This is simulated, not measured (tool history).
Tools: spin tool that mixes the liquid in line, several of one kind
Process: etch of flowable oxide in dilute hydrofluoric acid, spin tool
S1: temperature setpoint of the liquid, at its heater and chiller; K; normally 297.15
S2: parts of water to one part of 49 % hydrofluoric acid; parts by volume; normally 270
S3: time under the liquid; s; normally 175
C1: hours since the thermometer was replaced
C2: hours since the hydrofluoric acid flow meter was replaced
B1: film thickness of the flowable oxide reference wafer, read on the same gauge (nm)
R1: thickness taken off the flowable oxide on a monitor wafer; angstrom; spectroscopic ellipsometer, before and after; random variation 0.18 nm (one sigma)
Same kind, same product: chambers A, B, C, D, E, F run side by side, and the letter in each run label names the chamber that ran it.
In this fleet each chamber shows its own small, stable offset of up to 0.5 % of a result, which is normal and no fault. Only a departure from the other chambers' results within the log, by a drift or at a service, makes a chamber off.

run 1F hour=8.6 | S1=297.15 S2=270 S3=175 | C1=554.2 C2=2203.4 | B1=49.983 | R1=222.76
-- hour=11.8 chamber F: hydrofluoric acid flow meter replaced
run 2E hour=15.0 | S1=297.15 S2=270 S3=175 | C1=92.3 C2=494.7 | B1=49.989 | R1=220.07
run 3A hour=24.2 | S1=297.15 S2=270 S3=175 | C1=167.5 C2=692.2 | B1=49.986 | R1=218.84
run 4C hour=32.9 | S1=297.15 S2=270 S3=175 | C1=1791.9 C2=255.7 | B1=49.995 | R1=225.08
run 5B hour=41.1 | S1=297.15 S2=270 S3=175 | C1=250.6 C2=260.4 | B1=49.984 | R1=221.42
run 6D hour=49.2 | S1=297.15 S2=270 S3=175 | C1=132.8 C2=1122.3 | B1=50.005 | R1=217.70
run 7F hour=57.0 | S1=297.15 S2=270 S3=175 | C1=602.6 C2=45.2 | B1=50.012 | R1=221.03
run 8A hour=64.6 | S1=297.15 S2=270 S3=175 | C1=207.9 C2=732.6 | B1=50.012 | R1=221.03
run 9E hour=74.1 | S1=297.15 S2=270 S3=175 | C1=151.4 C2=553.8 | B1=49.980 | R1=220.89
run 10B hour=78.4 | S1=297.15 S2=270 S3=175 | C1=287.9 C2=297.7 | B1=50.031 | R1=219.37
run 11D hour=86.1 | S1=297.15 S2=270 S3=175 | C1=169.7 C2=1159.2 | B1=49.998 | R1=221.95
run 12C hour=94.3 | S1=297.15 S2=270 S3=175 | C1=1853.3 C2=317.1 | B1=49.987 | R1=223.80
-- hour=96.2 chamber C: thermometer replaced
run 13B hour=103.6 | S1=297.15 S2=270 S3=175 | C1=313.1 C2=322.9 | B1=49.969 | R1=218.98
run 14D hour=110.2 | S1=297.15 S2=270 S3=175 | C1=193.8 C2=1183.3 | B1=50.031 | R1=221.10
run 15A hour=118.3 | S1=294.65 S2=320 S3=175 | C1=261.6 C2=786.3 | B1=50.020 | R1=162.23
run 16C hour=125.4 | S1=294.65 S2=320 S3=175 | C1=29.2 C2=348.2 | B1=50.032 | R1=163.55
run 17E hour=129.9 | S1=294.65 S2=320 S3=175 | C1=207.2 C2=609.6 | B1=50.017 | R1=161.65
run 18F hour=136.1 | S1=294.65 S2=320 S3=175 | C1=681.7 C2=124.3 | B1=50.003 | R1=160.05
run 19B hour=141.7 | S1=294.65 S2=320 S3=175 | C1=351.2 C2=361.0 | B1=49.979 | R1=160.84
-- hour=146.7 chamber D: hydrofluoric acid flow meter replaced
run 20A hour=149.3 | S1=294.65 S2=320 S3=175 | C1=292.6 C2=817.3 | B1=50.057 | R1=161.05
run 21D hour=157.1 | S1=297.15 S2=270 S3=175 | C1=240.7 C2=10.4 | B1=50.000 | R1=221.40
run 22C hour=165.1 | S1=297.15 S2=270 S3=175 | C1=68.9 C2=387.9 | B1=50.009 | R1=222.58
run 23E hour=170.6 | S1=297.15 S2=270 S3=175 | C1=247.9 C2=650.3 | B1=50.007 | R1=220.85
run 24F hour=180.1 | S1=297.15 S2=270 S3=175 | C1=725.7 C2=168.3 | B1=50.044 | R1=221.17
run 25A hour=187.8 | S1=297.15 S2=270 S3=175 | C1=331.1 C2=855.8 | B1=49.973 | R1=218.68
run 26B hour=194.9 | S1=297.15 S2=270 S3=175 | C1=404.4 C2=414.2 | B1=50.004 | R1=216.68
run 27F hour=199.4 | S1=297.15 S2=270 S3=175 | C1=745.0 C2=187.6 | B1=50.009 | R1=225.05
run 28E hour=203.6 | S1=297.15 S2=270 S3=175 | C1=280.9 C2=683.3 | B1=49.954 | R1=219.29
run 29D hour=210.1 | S1=297.15 S2=270 S3=175 | C1=293.7 C2=63.4 | B1=50.008 | R1=218.00
run 30C hour=217.8 | S1=297.15 S2=270 S3=175 | C1=121.6 C2=440.6 | B1=49.973 | R1=224.15
run 31F hour=223.5 | S1=300.15 S2=220 S3=175 | C1=769.1 C2=211.7 | B1=49.978 | R1=320.41
run 32C hour=229.5 | S1=300.15 S2=220 S3=175 | C1=133.3 C2=452.3 | B1=49.986 | R1=315.01
run 33B hour=236.5 | S1=300.15 S2=220 S3=175 | C1=446.0 C2=455.8 | B1=50.046 | R1=304.66
run 34D hour=244.9 | S1=300.15 S2=220 S3=175 | C1=328.5 C2=98.2 | B1=50.010 | R1=320.36
run 35A hour=254.4 | S1=300.15 S2=220 S3=175 | C1=397.7 C2=922.4 | B1=49.996 | R1=314.32
run 36E hour=262.6 | S1=300.15 S2=220 S3=175 | C1=339.9 C2=742.3 | B1=50.004 | R1=314.85
run 37D hour=270.6 | S1=297.15 S2=270 S3=175 | C1=354.2 C2=123.9 | B1=50.018 | R1=220.70
run 38A hour=277.8 | S1=297.15 S2=270 S3=175 | C1=421.1 C2=945.8 | B1=49.969 | R1=225.03
run 39F hour=282.6 | S1=297.15 S2=270 S3=175 | C1=828.2 C2=270.8 | B1=50.020 | R1=218.76
run 40E hour=287.0 | S1=297.15 S2=270 S3=175 | C1=364.3 C2=766.7 | B1=50.005 | R1=220.38
run 41B hour=291.3 | S1=297.15 S2=270 S3=175 | C1=500.8 C2=510.6 | B1=49.991 | R1=209.31
run 42C hour=295.8 | S1=297.15 S2=270 S3=175 | C1=199.6 C2=518.6 | B1=49.988 | R1=221.57
run 43D hour=302.0 | S1=297.15 S2=270 S3=175 | C1=385.6 C2=155.3 | B1=49.988 | R1=221.53

Next, all 6 chambers run the settings below, one line each with question marks for the results. What does each chamber give?
run 44A hour=308.9 | S1=297.15 S2=150 S3=175 | R1=?
run 44B hour=308.9 | S1=297.15 S2=150 S3=175 | R1=?
run 44C hour=308.9 | S1=297.15 S2=150 S3=175 | R1=?
run 44D hour=308.9 | S1=297.15 S2=150 S3=175 | R1=?
run 44E hour=308.9 | S1=297.15 S2=150 S3=175 | R1=?
run 44F hour=308.9 | S1=297.15 S2=150 S3=175 | R1=?

run=44A R1=451.27
run=44B R1=422.44
run=44C R1=449.59
run=44D R1=458.09
run=44E R1=448.89
run=44F R1=460.00
